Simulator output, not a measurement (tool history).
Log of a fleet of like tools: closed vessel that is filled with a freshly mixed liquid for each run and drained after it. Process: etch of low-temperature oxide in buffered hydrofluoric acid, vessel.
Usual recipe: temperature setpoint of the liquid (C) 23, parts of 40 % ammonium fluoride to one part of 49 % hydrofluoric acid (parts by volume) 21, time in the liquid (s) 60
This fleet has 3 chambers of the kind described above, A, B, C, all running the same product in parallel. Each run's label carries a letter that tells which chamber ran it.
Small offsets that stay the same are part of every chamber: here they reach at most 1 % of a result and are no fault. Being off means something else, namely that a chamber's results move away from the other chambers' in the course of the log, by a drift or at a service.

run	day	temperature setpoint of the liquid (C)	parts of 40 % ammonium fluoride to one part of 49 % hydrofluoric acid (parts by volume)	time in the liquid (s)	read-back film thickness of the low-temperature oxide reference wafer, read on the same gauge (nm)	thickness taken off the low-temperature oxide on a monitor wafer (nm)
1A	0.271	23	21	60	79.998	63.139
2B	0.567	23	21	60	79.996	63.519
3C	0.875	23	21	60	80.034	63.886
4A	1.308	23	21	60	80.019	63.367
5B	1.725	23	21	60	80.039	63.319
6C	2.108	23	21	60	79.984	63.74
7A	2.558	18	21	60	79.975	47.779
8B	2.821	18	21	60	79.999	48.266
9C	3.067	18	21	60	80.05	47.928
10C	3.283	23	21	60	80.017	64.068
11B	3.717	23	21	60	79.96	62.778
12A	3.979	23	21	60	80.063	62.799
13A	4.233	23	21	60	79.983	63.513
# day 4.421: chamber A: hydrofluoric acid flow meter replaced
14B	4.442	23	21	60	80.019	62.97
15C	4.796	23	21	60	80.02	65.499
16A	5.104	23	21	60	79.996	62.755
17C	5.462	23	21	60	79.976	65.382
18B	5.896	23	21	60	79.999	63.289
19C	6.3	23	26.5	60	79.98	56.088
20B	6.725	23	26.5	60	79.976	53.934
21A	7.175	23	26.5	60	80.015	53.816

Next, every chamber runs the same settings. What will each give?
22A	7.5	23	21	60		?
22B	7.5	23	21	60		?
22C	7.5	23	21	60		?

run	thickness taken off the low-temperature oxide on a monitor wafer (nm)
22A	63.295
22B	62.924
22C	66.28

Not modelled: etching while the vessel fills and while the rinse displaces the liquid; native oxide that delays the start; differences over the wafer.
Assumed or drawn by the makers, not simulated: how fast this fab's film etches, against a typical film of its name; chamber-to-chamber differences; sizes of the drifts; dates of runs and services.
